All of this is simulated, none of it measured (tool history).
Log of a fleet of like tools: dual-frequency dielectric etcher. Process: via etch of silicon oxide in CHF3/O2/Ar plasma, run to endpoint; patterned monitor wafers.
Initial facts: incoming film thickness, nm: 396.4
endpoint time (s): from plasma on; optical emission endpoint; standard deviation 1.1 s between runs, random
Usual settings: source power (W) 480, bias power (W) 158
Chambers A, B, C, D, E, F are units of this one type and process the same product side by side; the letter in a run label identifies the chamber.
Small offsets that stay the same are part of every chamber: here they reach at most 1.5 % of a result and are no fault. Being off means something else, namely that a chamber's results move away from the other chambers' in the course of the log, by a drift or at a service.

{"run": "1C", "hour": 11.0, "source power (W)": 480, "bias power (W)": 158, "endpoint time (s)": 228.33}
{"run": "2F", "hour": 21.0, "source power (W)": 480, "bias power (W)": 158, "endpoint time (s)": 229.06}
{"run": "3E", "hour": 28.6, "source power (W)": 480, "bias power (W)": 158, "endpoint time (s)": 230.91}
{"run": "4A", "hour": 35.9, "source power (W)": 480, "bias power (W)": 158, "endpoint time (s)": 225.5}
{"run": "5B", "hour": 42.0, "source power (W)": 480, "bias power (W)": 158, "endpoint time (s)": 227.81}
{"run": "6D", "hour": 51.5, "source power (W)": 430, "bias power (W)": 158, "endpoint time (s)": 233.58}
{"run": "7A", "hour": 63.9, "source power (W)": 430, "bias power (W)": 158, "endpoint time (s)": 235.86}
{"hour": 75.4, "done": "chamber D: wet clean of the chamber"}
{"run": "8E", "hour": 75.6, "source power (W)": 430, "bias power (W)": 158, "endpoint time (s)": 238.52}
{"run": "9F", "hour": 87.5, "source power (W)": 430, "bias power (W)": 158, "endpoint time (s)": 241.37}
{"run": "10D", "hour": 94.1, "source power (W)": 430, "bias power (W)": 158, "endpoint time (s)": 235.61}
{"run": "11C", "hour": 103.3, "source power (W)": 430, "bias power (W)": 158, "endpoint time (s)": 238.26}
{"run": "12B", "hour": 113.7, "source power (W)": 480, "bias power (W)": 158, "endpoint time (s)": 226.31}
{"run": "13D", "hour": 124.8, "source power (W)": 480, "bias power (W)": 158, "endpoint time (s)": 222.98}
{"run": "14A", "hour": 135.7, "source power (W)": 480, "bias power (W)": 158, "endpoint time (s)": 226.38}
{"run": "15F", "hour": 143.7, "source power (W)": 480, "bias power (W)": 158, "endpoint time (s)": 230.55}
{"run": "16C", "hour": 152.4, "source power (W)": 480, "bias power (W)": 158, "endpoint time (s)": 229.06}
{"run": "17B", "hour": 158.6, "source power (W)": 480, "bias power (W)": 158, "endpoint time (s)": 226.78}
{"run": "18E", "hour": 167.4, "source power (W)": 480, "bias power (W)": 158, "endpoint time (s)": 230.13}
{"run": "19D", "hour": 178.9, "source power (W)": 480, "bias power (W)": 158, "endpoint time (s)": 224.78}
{"run": "20C", "hour": 191.6, "source power (W)": 480, "bias power (W)": 158, "endpoint time (s)": 228.15}
{"run": "21A", "hour": 204.4, "source power (W)": 480, "bias power (W)": 143, "endpoint time (s)": 234.53}
{"run": "22E", "hour": 211.1, "source power (W)": 480, "bias power (W)": 143, "endpoint time (s)": 236.12}
{"hour": 211.6, "done": "chamber E: wet clean of the chamber"}
{"run": "23B", "hour": 219.0, "source power (W)": 480, "bias power (W)": 143, "endpoint time (s)": 234.89}
{"run": "24F", "hour": 231.2, "source power (W)": 480, "bias power (W)": 143, "endpoint time (s)": 239.4}
{"hour": 238.3, "done": "chamber A: wet clean of the chamber"}
{"run": "25A", "hour": 243.9, "source power (W)": 480, "bias power (W)": 143, "endpoint time (s)": 233.78}
{"run": "26F", "hour": 251.2, "source power (W)": 480, "bias power (W)": 143, "endpoint time (s)": 235.53}
{"run": "27E", "hour": 261.1, "source power (W)": 480, "bias power (W)": 158, "endpoint time (s)": 229.33}
{"run": "28C", "hour": 272.4, "source power (W)": 480, "bias power (W)": 158, "endpoint time (s)": 231.39}
{"run": "29D", "hour": 278.1, "source power (W)": 480, "bias power (W)": 158, "endpoint time (s)": 224.35}
{"hour": 279.5, "done": "chamber F: wet clean of the chamber"}
{"run": "30B", "hour": 288.2, "source power (W)": 480, "bias power (W)": 158, "endpoint time (s)": 224.16}
{"run": "31B", "hour": 296.4, "source power (W)": 480, "bias power (W)": 158, "endpoint time (s)": 226.16}
{"run": "32E", "hour": 305.9, "source power (W)": 480, "bias power (W)": 158, "endpoint time (s)": 231.73}
{"run": "33A", "hour": 314.7, "source power (W)": 480, "bias power (W)": 158, "endpoint time (s)": 227.8}
{"run": "34D", "hour": 326.6, "source power (W)": 570, "bias power (W)": 158, "endpoint time (s)": 210.29}
{"run": "35F", "hour": 333.5, "source power (W)": 570, "bias power (W)": 158, "endpoint time (s)": 213.88}
{"run": "36C", "hour": 342.1, "source power (W)": 570, "bias power (W)": 158, "endpoint time (s)": 214.4}
{"hour": 344.5, "done": "chamber C: wet clean of the chamber"}
{"run": "37F", "hour": 354.3, "source power (W)": 570, "bias power (W)": 158, "endpoint time (s)": 215.81}
{"run": "38C", "hour": 366.6, "source power (W)": 570, "bias power (W)": 158, "endpoint time (s)": 212.36}
{"run": "39D", "hour": 378.0, "source power (W)": 570, "bias power (W)": 158, "endpoint time (s)": 211.68}

Next, every chamber runs the same settings. What will each give?
{"run": "40A", "hour": 387.2, "source power (W)": 400, "bias power (W)": 158, "endpoint time (s)": "?"}
{"run": "40B", "hour": 387.2, "source power (W)": 400, "bias power (W)": 158, "endpoint time (s)": "?"}
{"run": "40C", "hour": 387.2, "source power (W)": 400, "bias power (W)": 158, "endpoint time (s)": "?"}
{"run": "40D", "hour": 387.2, "source power (W)": 400, "bias power (W)": 158, "endpoint time (s)": "?"}
{"run": "40E", "hour": 387.2, "source power (W)": 400, "bias power (W)": 158, "endpoint time (s)": "?"}
{"run": "40F", "hour": 387.2, "source power (W)": 400, "bias power (W)": 158, "endpoint time (s)": "?"}

run=40A endpoint_time_(s)=241.61
run=40B endpoint_time_(s)=243.66
run=40C endpoint_time_(s)=247.34
run=40D endpoint_time_(s)=242.07
run=40E endpoint_time_(s)=245.76
run=40F endpoint_time_(s)=246.96

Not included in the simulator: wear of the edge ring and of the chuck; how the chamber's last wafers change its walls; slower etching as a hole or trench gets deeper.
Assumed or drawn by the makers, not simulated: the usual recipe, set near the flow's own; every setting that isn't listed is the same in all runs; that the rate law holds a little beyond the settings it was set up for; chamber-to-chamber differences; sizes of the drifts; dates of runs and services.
